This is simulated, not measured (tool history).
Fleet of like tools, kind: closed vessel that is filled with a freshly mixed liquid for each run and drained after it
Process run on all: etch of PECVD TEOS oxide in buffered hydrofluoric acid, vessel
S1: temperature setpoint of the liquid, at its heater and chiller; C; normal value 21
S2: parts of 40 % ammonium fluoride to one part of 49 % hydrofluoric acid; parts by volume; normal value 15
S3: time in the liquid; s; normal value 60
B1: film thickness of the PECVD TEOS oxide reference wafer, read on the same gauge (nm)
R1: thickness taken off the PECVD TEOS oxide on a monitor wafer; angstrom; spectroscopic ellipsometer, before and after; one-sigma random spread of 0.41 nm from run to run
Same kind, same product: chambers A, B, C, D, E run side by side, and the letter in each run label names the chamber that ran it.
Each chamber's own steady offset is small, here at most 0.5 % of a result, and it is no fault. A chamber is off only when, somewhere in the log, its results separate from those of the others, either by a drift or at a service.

run    day  S1    S2  S3      B1      R1
 1B  0.125  21    15  60     130  632.41
 2A  0.267  21    15  60  129.99  643.61
 3C  0.508  21    15  60  130.02   639.1
 4D  0.717  21    15  60  130.03   641.3
 5E  0.988  21    15  60  129.98  639.62
 6D  1.121  21    15  60  129.98  634.23
 7E  1.279  21    15  60  129.96  639.57
 8C  1.412  21    15  60  129.98   636.8
 9B  1.596  21    15  60     130  637.65
10A  1.812  21    15  60  130.02  634.95
11A  2.038  21    15  60  130.01  642.24
12D  2.283  17  18.5  60     130   415.8
13B  2.483  17  18.5  60  129.96  421.71
14C  2.729  17  18.5  60  130.02  420.29
15E    2.9  17  18.5  60  129.98  413.13
16C  3.129  17  18.5  60  130.02  423.08
17B  3.296  21    15  60  129.99  663.93
18A  3.438  21    15  60     130  640.07
19D  3.658  21    15  60  130.02  632.15
20E  3.796  21    15  60     130  641.91
21E  4.029  21    15  60     130   645.9
22C  4.283  21    15  60  129.99  635.61
23B  4.492  21    15  60  129.99  670.26
     4.633  -- chamber E: thermometer replaced
24A  4.738  21    15  60  129.97   632.9
25D  4.983  21    15  60     130  644.44
26A  5.167  21    15  90  130.02  949.45
27C  5.433  21    15  90  130.01  946.16
28B  5.667  21    15  90  130.03  1009.7
29E  5.792  21    15  90  130.03  965.27
30D  6.008  21    15  90  130.01  966.49
31E  6.254  21    15  60  129.98  637.96

For the next run the whole fleet of 5 chambers uses the same settings. Give each chamber's results:
32A  6.446  21  15  60       ?
32B  6.446  21  15  60       ?
32C  6.446  21  15  60       ?
32D  6.446  21  15  60       ?
32E  6.446  21  15  60       ?

run      R1
32A  642.01
32B  690.57
32C   644.6
32D  641.38
32E  631.42
